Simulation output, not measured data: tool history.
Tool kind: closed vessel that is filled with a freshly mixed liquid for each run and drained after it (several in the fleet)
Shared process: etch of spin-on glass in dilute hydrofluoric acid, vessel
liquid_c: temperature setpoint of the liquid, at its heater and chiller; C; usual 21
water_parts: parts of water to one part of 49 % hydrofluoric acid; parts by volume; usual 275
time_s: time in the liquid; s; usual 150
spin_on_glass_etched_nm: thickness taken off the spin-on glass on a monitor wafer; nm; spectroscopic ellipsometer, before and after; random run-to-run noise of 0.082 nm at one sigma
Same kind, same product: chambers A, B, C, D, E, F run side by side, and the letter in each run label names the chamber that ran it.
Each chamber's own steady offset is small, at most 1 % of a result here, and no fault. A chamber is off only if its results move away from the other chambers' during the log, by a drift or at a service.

| run | hour | liquid_c | water_parts | time_s | read-back film thickness of the spin-on glass reference wafer, read on the same gauge (nm) | spin_on_glass_etched_nm |
|---|---|---|---|---|---|---|
| 1B | 7.1 | 21 | 275 | 150 | 120.01 | 14.232 |
| 2F | 17.2 | 21 | 275 | 150 | 119.99 | 14.357 |
| 3C | 26.7 | 21 | 275 | 150 | 119.98 | 14.092 |
| 4A | 31.4 | 21 | 275 | 150 | 120 | 14.128 |
| 5E | 36 | 21 | 275 | 150 | 119.99 | 14.244 |
| 6D | 45.2 | 21 | 275 | 150 | 120 | 14.004 |
| 7C | 55.7 | 21 | 275 | 150 | 119.96 | 14.234 |
| 8B | 64.9 | 21 | 275 | 150 | 119.98 | 14.11 |
| 9E | 70.3 | 21 | 275 | 150 | 120.01 | 14.329 |
| 10F | 75.7 | 21 | 220 | 95 | 119.98 | 11.676 |
| 11D | 82.4 | 21 | 220 | 95 | 120 | 11.527 |
| 12A | 89.3 | 21 | 220 | 95 | 120 | 11.77 |
| 13C | 97.4 | 21 | 220 | 95 | 119.98 | 11.816 |
| 14F | 106.5 | 21 | 220 | 95 | 119.99 | 11.887 |
| 15D | 113.5 | 21 | 220 | 95 | 119.99 | 11.741 |
| 16B | 118.3 | 21 | 275 | 150 | 120.01 | 14.258 |
| 17E | 128.6 | 21 | 275 | 150 | 120.02 | 14.402 |
| 18A | 135.7 | 21 | 275 | 150 | 119.98 | 14.111 |
| 19D | 144.4 | 21 | 275 | 150 | 119.99 | 14.052 |
| 20B | 149.8 | 21 | 275 | 150 | 120 | 14.324 |
| 21A | 155.7 | 21 | 275 | 150 | 120 | 14.246 |
| 22E | 163.2 | 21 | 275 | 150 | 120.01 | 14.326 |
| 23F | 169.9 | 21 | 275 | 150 | 120 | 14.16 |
| 24C | 174.9 | 21 | 275 | 150 | 119.99 | 14.054 |
| 25D | 181.1 | 21 | 275 | 150 | 120.02 | 14.324 |
| 26F | 190.7 | 21 | 275 | 150 | 120.03 | 14.227 |
| 27C | 196.7 | 21 | 275 | 150 | 119.96 | 14.07 |
| 28E | 202.1 | 21 | 275 | 150 | 120 | 14.427 |
| 29A | 210.2 | 21 | 275 | 150 | 120 | 14.085 |
| 30B | 217.9 | 21 | 275 | 150 | 120.03 | 14.369 |
| 31C | 223 | 21 | 275 | 150 | 120.01 | 14.185 |
| 32A | 230.6 | 21 | 275 | 150 | 120 | 14.333 |
| 33F | 238.3 | 21 | 275 | 150 | 120.01 | 14.15 |
| 34D | 247.8 | 21 | 275 | 150 | 120.02 | 13.944 |
| 35E | 254.6 | 21 | 275 | 150 | 119.99 | 14.682 |
| 36B | 263.5 | 21 | 275 | 150 | 120 | 14.223 |
| 37E | 271.9 | 21 | 330 | 150 | 120 | 11.774 |
| 38A | 279.3 | 21 | 330 | 150 | 120.02 | 11.21 |
| 39F | 287.4 | 21 | 330 | 150 | 120.03 | 11.129 |
| 40C | 292.9 | 21 | 330 | 150 | 119.99 | 11.161 |

Is one chamber out of step, is the gauge drifting, or do the chambers differ by no more than their own small offsets? For an off chamber, give its letter and the likeliest cause.

Little by little, chamber E moves away from the other chambers.
Likeliest cause: liquid hotter than its thermometer reads (K) = 1.43.
The log might look much the same if the cause were instead: hydrofluoric acid flow above the setpoint (%).

Chamber E could run next with any of the 4 candidate recipes listed below; each alters the usual settings, and their results appear as question marks. Which one brings its results back in line with what the other chambers deliver on the usual settings?
To be in line, a result may differ from the other chambers' mean on the usual settings by at most: spin_on_glass_etched_nm 0.29 nm
| 41E-1 | 300.5 | 21 | 280 | 145 |  | ? |
| 41E-2 | 300.5 | 21 | 270 | 155 |  | ? |
| 41E-3 | 300.5 | 20.5 | 300 | 150 |  | ? |
| 41E-4 | 300.5 | 21 | 250 | 150 |  | ? |

What the other chambers average on the usual settings: spin_on_glass_etched_nm 14.148 nm
| run | spin_on_glass_etched_nm |
|---|---|
| 41E-1 | 14.162 |
| 41E-2 | 15.841 |
| 41E-3 | 13.198 |
| 41E-4 | 16.857 |
41E-1 brings the chamber back in line.

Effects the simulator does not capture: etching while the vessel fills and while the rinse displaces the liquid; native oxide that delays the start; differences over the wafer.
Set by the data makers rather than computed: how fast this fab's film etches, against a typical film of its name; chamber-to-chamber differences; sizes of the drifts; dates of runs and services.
